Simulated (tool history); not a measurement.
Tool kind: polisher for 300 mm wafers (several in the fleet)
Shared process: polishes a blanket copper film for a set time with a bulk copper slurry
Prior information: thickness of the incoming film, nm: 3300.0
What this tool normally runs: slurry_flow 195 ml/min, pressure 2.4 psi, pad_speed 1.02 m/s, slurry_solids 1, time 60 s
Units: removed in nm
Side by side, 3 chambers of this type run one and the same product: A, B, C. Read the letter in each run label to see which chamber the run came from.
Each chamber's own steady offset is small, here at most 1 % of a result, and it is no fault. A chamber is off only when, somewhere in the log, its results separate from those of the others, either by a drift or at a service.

-- hour=1.2 chamber B: worn pad replaced by a new one
run 1A hour=6.6 | slurry_flow=195 pressure=2.4 pad_speed=1.02 slurry_solids=1 time=60 | removed=417.65
-- hour=7.9 chamber A: worn pad replaced by a new one
run 2B hour=10.6 | slurry_flow=195 pressure=2.4 pad_speed=1.02 slurry_solids=1 time=60 | removed=432.99
run 3C hour=13.8 | slurry_flow=195 pressure=2.4 pad_speed=1.02 slurry_solids=1 time=60 | removed=432.47
-- hour=19.2 chamber A: slurry blender recalibrated
run 4B hour=20.8 | slurry_flow=195 pressure=2.4 pad_speed=1.02 slurry_solids=1 time=60 | removed=425.54
run 5C hour=25.2 | slurry_flow=195 pressure=2.4 pad_speed=1.02 slurry_solids=1 time=60 | removed=432.42
run 6A hour=28.7 | slurry_flow=195 pressure=2.4 pad_speed=0.84 slurry_solids=1 time=60 | removed=348.77
run 7B hour=33.3 | slurry_flow=195 pressure=2.4 pad_speed=0.84 slurry_solids=1 time=60 | removed=359.82
run 8C hour=37.6 | slurry_flow=195 pressure=2.4 pad_speed=0.84 slurry_solids=1 time=60 | removed=354.04
run 9A hour=41.8 | slurry_flow=195 pressure=2.4 pad_speed=1.02 slurry_solids=1 time=60 | removed=419.31
run 10A hour=46.7 | slurry_flow=195 pressure=2.4 pad_speed=1.02 slurry_solids=1 time=60 | removed=423.92
run 11C hour=49.7 | slurry_flow=195 pressure=2.4 pad_speed=1.02 slurry_solids=1 time=60 | removed=414.35
run 12B hour=52.9 | slurry_flow=195 pressure=2.4 pad_speed=1.02 slurry_solids=1 time=60 | removed=435.53
run 13B hour=57.5 | slurry_flow=195 pressure=2.4 pad_speed=1.02 slurry_solids=1 time=60 | removed=421.93
run 14A hour=63 | slurry_flow=195 pressure=2.4 pad_speed=1.02 slurry_solids=1 time=60 | removed=423.72
run 15C hour=70.1 | slurry_flow=195 pressure=2.4 pad_speed=1.02 slurry_solids=1 time=60 | removed=431.41
run 16A hour=75.8 | slurry_flow=195 pressure=2.4 pad_speed=1.02 slurry_solids=1 time=60 | removed=416.85
-- hour=81.8 chamber C: worn pad replaced by a new one
-- hour=82.3 chamber C: slurry nozzle cleaned
run 17B hour=82.7 | slurry_flow=195 pressure=2.4 pad_speed=1.02 slurry_solids=1 time=60 | removed=425.89
-- hour=83.6 chamber A: worn pad replaced by a new one
run 18C hour=89.4 | slurry_flow=195 pressure=2.4 pad_speed=1.02 slurry_solids=1.25 time=60 | removed=450.7
run 19B hour=93.1 | slurry_flow=195 pressure=2.4 pad_speed=1.02 slurry_solids=1.25 time=60 | removed=432.48
run 20C hour=98.3 | slurry_flow=195 pressure=2.4 pad_speed=1.02 slurry_solids=1.25 time=60 | removed=442.83
run 21A hour=104.4 | slurry_flow=195 pressure=2.4 pad_speed=1.02 slurry_solids=1 time=60 | removed=421.34
-- hour=108 chamber B: worn pad replaced by a new one
run 22A hour=110.8 | slurry_flow=195 pressure=2.4 pad_speed=1.02 slurry_solids=1 time=60 | removed=424.03
run 23C hour=117.2 | slurry_flow=195 pressure=2.4 pad_speed=1.02 slurry_solids=1 time=60 | removed=429.23
run 24B hour=122.6 | slurry_flow=195 pressure=2.4 pad_speed=1.02 slurry_solids=1 time=60 | removed=413.83
run 25B hour=127.1 | slurry_flow=195 pressure=2.4 pad_speed=1.22 slurry_solids=1 time=60 | removed=497.01
run 26A hour=130.9 | slurry_flow=195 pressure=2.4 pad_speed=1.22 slurry_solids=1 time=60 | removed=496.11
-- hour=134.1 chamber A: slurry blender recalibrated
run 27C hour=135.7 | slurry_flow=195 pressure=2.4 pad_speed=1.22 slurry_solids=1 time=60 | removed=515.22
run 28B hour=140.5 | slurry_flow=195 pressure=2.4 pad_speed=1.02 slurry_solids=1 time=60 | removed=406.56
run 29A hour=144.8 | slurry_flow=195 pressure=2.4 pad_speed=1.02 slurry_solids=1 time=60 | removed=419.32
run 30C hour=151.5 | slurry_flow=195 pressure=2.4 pad_speed=1.02 slurry_solids=1 time=60 | removed=423.85
run 31A hour=155.6 | slurry_flow=195 pressure=2.4 pad_speed=1.02 slurry_solids=1 time=60 | removed=422.51
-- hour=156.3 chamber B: slurry blender recalibrated
-- hour=156.4 chamber A: head pressure recalibrated
run 32C hour=159.8 | slurry_flow=195 pressure=2.4 pad_speed=1.02 slurry_solids=1 time=60 | removed=422.55
run 33B hour=166.6 | slurry_flow=195 pressure=2.4 pad_speed=1.02 slurry_solids=1 time=60 | removed=402.37
run 34C hour=173.5 | slurry_flow=195 pressure=2.4 pad_speed=1.02 slurry_solids=0.8 time=60 | removed=395.43
run 35A hour=177.4 | slurry_flow=195 pressure=2.4 pad_speed=1.02 slurry_solids=0.8 time=60 | removed=407.3
-- hour=177.7 chamber A: worn pad replaced by a new one
run 36B hour=182.6 | slurry_flow=195 pressure=2.4 pad_speed=1.02 slurry_solids=0.8 time=60 | removed=392.85
run 37B hour=189 | slurry_flow=195 pressure=2.4 pad_speed=1.02 slurry_solids=1 time=60 | removed=397.22
run 38A hour=193.9 | slurry_flow=195 pressure=2.4 pad_speed=1.02 slurry_solids=1 time=60 | removed=430.53
-- hour=194.1 chamber C: worn pad replaced by a new one
run 39C hour=199.9 | slurry_flow=195 pressure=1.6 pad_speed=1.02 slurry_solids=1 time=60 | removed=288.78

Decide between three cases: one chamber stands off from its peers, the gauge reading all wafers drifts, or nothing is wrong past each chamber's small offset. Where a chamber is off, say which and what most likely put it there.

One chamber, B, drifts off from the rest bit by bit.
Likeliest cause: head's pressure below its setpoint, % = 7.55.
With only this log, it may be confused with: slurry flow missing at the pad, %.

Below are 4 candidate recipes for chamber B's next run, each the usual settings with a change, their results shown as question marks. Which of them brings B's results back in line with what the other chambers give on the usual settings?
In line means no further than this from the other chambers' mean on the usual settings: removed 22 nm
run 40B-1 hour=205 | slurry_flow=195 pressure=2.5 pad_speed=1.02 slurry_solids=1 time=62 | removed=?
run 40B-2 hour=205 | slurry_flow=195 pressure=2.6 pad_speed=1.1 slurry_solids=1 time=60 | removed=?
run 40B-3 hour=205 | slurry_flow=190 pressure=2.4 pad_speed=0.86 slurry_solids=1 time=60 | removed=?
run 40B-4 hour=205 | slurry_flow=195 pressure=2.3 pad_speed=1 slurry_solids=1 time=58 | removed=?

The other chambers' mean on the usual settings: removed 426.92 nm
run=40B-1 removed=427.53
run=40B-2 removed=463.51
run=40B-3 removed=334.56
run=40B-4 removed=360.98
With 40B-1, the chamber falls back in line with the rest.
